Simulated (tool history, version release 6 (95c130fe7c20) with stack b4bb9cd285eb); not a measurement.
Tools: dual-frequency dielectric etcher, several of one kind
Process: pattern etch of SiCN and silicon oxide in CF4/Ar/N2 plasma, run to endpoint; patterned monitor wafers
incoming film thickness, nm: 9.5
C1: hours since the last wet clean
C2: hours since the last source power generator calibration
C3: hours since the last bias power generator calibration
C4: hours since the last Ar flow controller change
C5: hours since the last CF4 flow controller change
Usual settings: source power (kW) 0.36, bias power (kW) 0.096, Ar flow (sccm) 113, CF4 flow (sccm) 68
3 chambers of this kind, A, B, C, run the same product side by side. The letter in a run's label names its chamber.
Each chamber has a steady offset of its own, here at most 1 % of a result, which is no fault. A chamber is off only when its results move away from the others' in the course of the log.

run 1C hour=4.9 | source_power_(kW)=0.36 bias_power_(kW)=0.096 Ar_flow_(sccm)=113 CF4_flow_(sccm)=68 | C1=162.5 C2=3026.8 C3=1987.6 C4=1075.7 C5=3210.1 | endpoint_time_(s)=12.253
run 2B hour=11.4 | source_power_(kW)=0.36 bias_power_(kW)=0.096 Ar_flow_(sccm)=113 CF4_flow_(sccm)=68 | C1=320 C2=1657.2 C3=54.5 C4=962.7 C5=1974.2 | endpoint_time_(s)=12.491
run 3A hour=15.1 | source_power_(kW)=0.36 bias_power_(kW)=0.096 Ar_flow_(sccm)=113 CF4_flow_(sccm)=68 | C1=257.5 C2=767.2 C3=1073.2 C4=1712 C5=1993.2 | endpoint_time_(s)=12.399
run 4C hour=21.5 | source_power_(kW)=0.36 bias_power_(kW)=0.096 Ar_flow_(sccm)=113 CF4_flow_(sccm)=68 | C1=179.1 C2=3043.4 C3=2004.2 C4=1092.3 C5=3226.7 | endpoint_time_(s)=12.259
run 5A hour=25.6 | source_power_(kW)=0.36 bias_power_(kW)=0.096 Ar_flow_(sccm)=113 CF4_flow_(sccm)=68 | C1=268 C2=777.7 C3=1083.7 C4=1722.5 C5=2003.7 | endpoint_time_(s)=12.336
run 6B hour=29.6 | source_power_(kW)=0.36 bias_power_(kW)=0.096 Ar_flow_(sccm)=113 CF4_flow_(sccm)=75 | C1=338.2 C2=1675.4 C3=72.7 C4=980.9 C5=1992.4 | endpoint_time_(s)=12.338
run 7C hour=36.2 | source_power_(kW)=0.36 bias_power_(kW)=0.096 Ar_flow_(sccm)=113 CF4_flow_(sccm)=75 | C1=193.8 C2=3058.1 C3=2018.9 C4=1107 C5=3241.4 | endpoint_time_(s)=12.151
-- hour=38.6 chamber B: wet clean of the chamber
run 8B hour=39.8 | source_power_(kW)=0.36 bias_power_(kW)=0.096 Ar_flow_(sccm)=113 CF4_flow_(sccm)=75 | C1=1.2 C2=1685.6 C3=82.9 C4=991.1 C5=2002.6 | endpoint_time_(s)=12.422
run 9A hour=46.7 | source_power_(kW)=0.36 bias_power_(kW)=0.096 Ar_flow_(sccm)=113 CF4_flow_(sccm)=68 | C1=289.1 C2=798.8 C3=1104.8 C4=1743.6 C5=2024.8 | endpoint_time_(s)=12.251
run 10C hour=50.3 | source_power_(kW)=0.36 bias_power_(kW)=0.096 Ar_flow_(sccm)=113 CF4_flow_(sccm)=68 | C1=207.9 C2=3072.2 C3=2033 C4=1121.1 C5=3255.5 | endpoint_time_(s)=12.217
run 11A hour=54.9 | source_power_(kW)=0.36 bias_power_(kW)=0.096 Ar_flow_(sccm)=113 CF4_flow_(sccm)=68 | C1=297.3 C2=807 C3=1113 C4=1751.8 C5=2033 | endpoint_time_(s)=12.314
run 12B hour=60.5 | source_power_(kW)=0.36 bias_power_(kW)=0.096 Ar_flow_(sccm)=113 CF4_flow_(sccm)=68 | C1=21.9 C2=1706.3 C3=103.6 C4=1011.8 C5=2023.3 | endpoint_time_(s)=12.515
run 13C hour=64.3 | source_power_(kW)=0.36 bias_power_(kW)=0.096 Ar_flow_(sccm)=113 CF4_flow_(sccm)=68 | C1=221.9 C2=3086.2 C3=2047 C4=1135.1 C5=3269.5 | endpoint_time_(s)=12.255
-- hour=68.9 chamber C: source power generator calibrated
run 14B hour=71.7 | source_power_(kW)=0.36 bias_power_(kW)=0.096 Ar_flow_(sccm)=113 CF4_flow_(sccm)=68 | C1=33.1 C2=1717.5 C3=114.8 C4=1023 C5=2034.5 | endpoint_time_(s)=12.405
run 15A hour=77 | source_power_(kW)=0.36 bias_power_(kW)=0.096 Ar_flow_(sccm)=113 CF4_flow_(sccm)=68 | C1=319.4 C2=829.1 C3=1135.1 C4=1773.9 C5=2055.1 | endpoint_time_(s)=12.344
run 16A hour=83.7 | source_power_(kW)=0.36 bias_power_(kW)=0.096 Ar_flow_(sccm)=113 CF4_flow_(sccm)=68 | C1=326.1 C2=835.8 C3=1141.8 C4=1780.6 C5=2061.8 | endpoint_time_(s)=12.327
run 17C hour=89.5 | source_power_(kW)=0.36 bias_power_(kW)=0.096 Ar_flow_(sccm)=113 CF4_flow_(sccm)=68 | C1=247.1 C2=20.6 C3=2072.2 C4=1160.3 C5=3294.7 | endpoint_time_(s)=12.262
run 18B hour=93.1 | source_power_(kW)=0.36 bias_power_(kW)=0.096 Ar_flow_(sccm)=113 CF4_flow_(sccm)=68 | C1=54.5 C2=1738.9 C3=136.2 C4=1044.4 C5=2055.9 | endpoint_time_(s)=12.572
run 19A hour=97.1 | source_power_(kW)=0.36 bias_power_(kW)=0.096 Ar_flow_(sccm)=113 CF4_flow_(sccm)=68 | C1=339.5 C2=849.2 C3=1155.2 C4=1794 C5=2075.2 | endpoint_time_(s)=12.436
run 20C hour=101.8 | source_power_(kW)=0.36 bias_power_(kW)=0.096 Ar_flow_(sccm)=100 CF4_flow_(sccm)=52 | C1=259.4 C2=32.9 C3=2084.5 C4=1172.6 C5=3307 | endpoint_time_(s)=12.554
run 21B hour=105.3 | source_power_(kW)=0.36 bias_power_(kW)=0.096 Ar_flow_(sccm)=100 CF4_flow_(sccm)=52 | C1=66.7 C2=1751.1 C3=148.4 C4=1056.6 C5=2068.1 | endpoint_time_(s)=12.688
run 22A hour=110.5 | source_power_(kW)=0.36 bias_power_(kW)=0.096 Ar_flow_(sccm)=100 CF4_flow_(sccm)=52 | C1=352.9 C2=862.6 C3=1168.6 C4=1807.4 C5=2088.6 | endpoint_time_(s)=12.731
run 23B hour=116.9 | source_power_(kW)=0.36 bias_power_(kW)=0.096 Ar_flow_(sccm)=113 CF4_flow_(sccm)=68 | C1=78.3 C2=1762.7 C3=160 C4=1068.2 C5=2079.7 | endpoint_time_(s)=12.394
run 24C hour=121.7 | source_power_(kW)=0.36 bias_power_(kW)=0.096 Ar_flow_(sccm)=113 CF4_flow_(sccm)=68 | C1=279.3 C2=52.8 C3=2104.4 C4=1192.5 C5=3326.9 | endpoint_time_(s)=12.204
run 25A hour=127.1 | source_power_(kW)=0.36 bias_power_(kW)=0.096 Ar_flow_(sccm)=113 CF4_flow_(sccm)=68 | C1=369.5 C2=879.2 C3=1185.2 C4=1824 C5=2105.2 | endpoint_time_(s)=12.456
run 26B hour=130.5 | source_power_(kW)=0.36 bias_power_(kW)=0.096 Ar_flow_(sccm)=113 CF4_flow_(sccm)=68 | C1=91.9 C2=1776.3 C3=173.6 C4=1081.8 C5=2093.3 | endpoint_time_(s)=12.5
run 27C hour=136.3 | source_power_(kW)=0.36 bias_power_(kW)=0.074 Ar_flow_(sccm)=113 CF4_flow_(sccm)=68 | C1=293.9 C2=67.4 C3=2119 C4=1207.1 C5=3341.5 | endpoint_time_(s)=13.459
run 28C hour=141.7 | source_power_(kW)=0.36 bias_power_(kW)=0.074 Ar_flow_(sccm)=113 CF4_flow_(sccm)=68 | C1=299.3 C2=72.8 C3=2124.4 C4=1212.5 C5=3346.9 | endpoint_time_(s)=13.544
run 29A hour=145.7 | source_power_(kW)=0.36 bias_power_(kW)=0.074 Ar_flow_(sccm)=113 CF4_flow_(sccm)=68 | C1=388.1 C2=897.8 C3=1203.8 C4=1842.6 C5=2123.8 | endpoint_time_(s)=13.839
run 30B hour=150.8 | source_power_(kW)=0.36 bias_power_(kW)=0.096 Ar_flow_(sccm)=113 CF4_flow_(sccm)=68 | C1=112.2 C2=1796.6 C3=193.9 C4=1102.1 C5=2113.6 | endpoint_time_(s)=12.476
run 31B hour=154.8 | source_power_(kW)=0.36 bias_power_(kW)=0.096 Ar_flow_(sccm)=97 CF4_flow_(sccm)=62 | C1=116.2 C2=1800.6 C3=197.9 C4=1106.1 C5=2117.6 | endpoint_time_(s)=12.347
run 32A hour=158.1 | source_power_(kW)=0.36 bias_power_(kW)=0.096 Ar_flow_(sccm)=97 CF4_flow_(sccm)=62 | C1=400.5 C2=910.2 C3=1216.2 C4=1855 C5=2136.2 | endpoint_time_(s)=12.519
run 33C hour=163.7 | source_power_(kW)=0.36 bias_power_(kW)=0.096 Ar_flow_(sccm)=97 CF4_flow_(sccm)=62 | C1=321.3 C2=94.8 C3=2146.4 C4=1234.5 C5=3368.9 | endpoint_time_(s)=12.102
run 34A hour=169 | source_power_(kW)=0.36 bias_power_(kW)=0.096 Ar_flow_(sccm)=113 CF4_flow_(sccm)=68 | C1=411.4 C2=921.1 C3=1227.1 C4=1865.9 C5=2147.1 | endpoint_time_(s)=12.671
run 35B hour=172.4 | source_power_(kW)=0.36 bias_power_(kW)=0.096 Ar_flow_(sccm)=113 CF4_flow_(sccm)=68 | C1=133.8 C2=1818.2 C3=215.5 C4=1123.7 C5=2135.2 | endpoint_time_(s)=12.516
run 36C hour=178.6 | source_power_(kW)=0.36 bias_power_(kW)=0.096 Ar_flow_(sccm)=113 CF4_flow_(sccm)=68 | C1=336.2 C2=109.7 C3=2161.3 C4=1249.4 C5=3383.8 | endpoint_time_(s)=12.255

What goes on in this fleet: one chamber off, a drifting gauge, or nothing beyond the chambers' own small offsets? Name the chamber and the cause, if any.

Chamber A drifts away from the others.
Cause: etch rate under this chamber's usual, % = 2.74.
The log may not tell that from: source power that arrives under what is set, %.

Here are 4 candidates for chamber A's next run, each the usual settings with a change, their results left as question marks. Which one brings its results back in line with what the others give on the usual settings?
In line means no further than this from the other chambers' mean on the usual settings: endpoint time (s) 0.18
run 37A-1 hour=184 | source_power_(kW)=0.36 bias_power_(kW)=0.096 Ar_flow_(sccm)=74 CF4_flow_(sccm)=68 | endpoint_time_(s)=?
run 37A-2 hour=184 | source_power_(kW)=0.37 bias_power_(kW)=0.097 Ar_flow_(sccm)=113 CF4_flow_(sccm)=68 | endpoint_time_(s)=?
run 37A-3 hour=184 | source_power_(kW)=0.36 bias_power_(kW)=0.086 Ar_flow_(sccm)=117 CF4_flow_(sccm)=65 | endpoint_time_(s)=?
run 37A-4 hour=184 | source_power_(kW)=0.35 bias_power_(kW)=0.096 Ar_flow_(sccm)=113 CF4_flow_(sccm)=68 | endpoint_time_(s)=?

The other chambers' mean on the usual settings: endpoint time (s) 12.367
run=37A-1 endpoint_time_(s)=11.984
run=37A-2 endpoint_time_(s)=12.306
run=37A-3 endpoint_time_(s)=13.318
run=37A-4 endpoint_time_(s)=12.974
37A-2 brings the chamber back in line.
